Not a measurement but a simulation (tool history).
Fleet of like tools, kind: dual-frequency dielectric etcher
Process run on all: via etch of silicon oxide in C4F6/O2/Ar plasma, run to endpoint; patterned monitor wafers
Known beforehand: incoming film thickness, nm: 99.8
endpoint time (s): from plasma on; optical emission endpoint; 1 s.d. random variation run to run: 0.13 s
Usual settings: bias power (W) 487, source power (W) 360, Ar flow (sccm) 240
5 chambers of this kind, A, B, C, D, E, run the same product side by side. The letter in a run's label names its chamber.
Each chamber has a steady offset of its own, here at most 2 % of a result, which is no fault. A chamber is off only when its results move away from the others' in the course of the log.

run,day,bias power (W),source power (W),Ar flow (sccm),endpoint time (s)
1E,0.258,487,360,240,22.604
2A,0.550,487,360,240,22.710
3C,0.742,487,360,240,22.043
4B,1.046,487,360,240,22.247
5D,1.200,487,360,240,22.749
6C,1.354,487,390,270,21.557
7B,1.583,487,390,270,21.791
8E,1.888,487,390,270,22.166
9D,2.150,487,390,270,22.061
10A,2.321,487,390,270,22.107
11B,2.521,487,360,240,22.519
12A,2.742,487,440,280,21.498
13D,3.050,487,440,280,21.328
14E,3.346,487,440,280,21.197
# day 3.579: chamber E: wet clean of the chamber
15C,3.600,487,440,280,20.824
# day 3.608: chamber D: wet clean of the chamber
16D,3.796,487,440,280,22.090
17C,4.025,487,360,240,21.991
18B,4.242,487,300,240,23.670
19A,4.529,487,300,240,24.113
# day 4.733: chamber A: Ar flow controller replaced
20E,4.812,487,300,240,24.019
21A,4.996,487,300,240,24.048
22E,5.208,487,300,240,23.769
23D,5.396,487,360,240,24.065
24C,5.533,487,360,240,22.292
25B,5.712,487,360,240,22.425
26B,5.867,487,360,240,22.233
27A,6.112,487,360,240,22.637
28C,6.400,487,360,240,22.226
29D,6.608,487,360,240,23.797
30E,6.842,487,360,240,22.494
31D,7.017,487,410,298,23.011
32E,7.308,487,410,298,21.921
33C,7.596,487,410,298,21.701
34A,7.879,487,410,298,22.185
35B,8.046,487,410,298,22.109
36E,8.225,487,360,240,22.445
37B,8.508,487,320,240,23.294
38D,8.800,487,320,240,24.864
39A,9.067,487,320,240,23.562
40C,9.321,487,320,240,23.079
41C,9.488,487,320,240,23.167
42A,9.692,487,360,240,22.536

Which is it: a chamber that has drifted or been left off by a service, a gauge drift common to all chambers, or only each chamber's usual small offset? If a chamber is off, name it and its likeliest cause.

A service on chamber D put it out of line with the rest.
What lies behind it: etch rate under this chamber's usual, % = 4.55.

Here are 4 candidates for chamber D's next run, each the usual settings with a change, their results left as question marks. Which one brings its results back in line with what the others give on the usual settings?
Maximum distance from the other chambers' mean on the usual settings for a result to count as in line: endpoint time (s) 0.440
43D-1,9.917,524,390,240,?
43D-2,9.917,451,330,245,?
43D-3,9.917,555,410,230,?
43D-4,9.917,368,360,240,?

Other chambers, usual settings, mean: endpoint time (s) 22.418
run,endpoint time (s)
43D-1,22.359
43D-2,25.249
43D-3,21.370
43D-4,26.280
Change 43D-1 lands the chamber within the allowed miss of the other chambers.
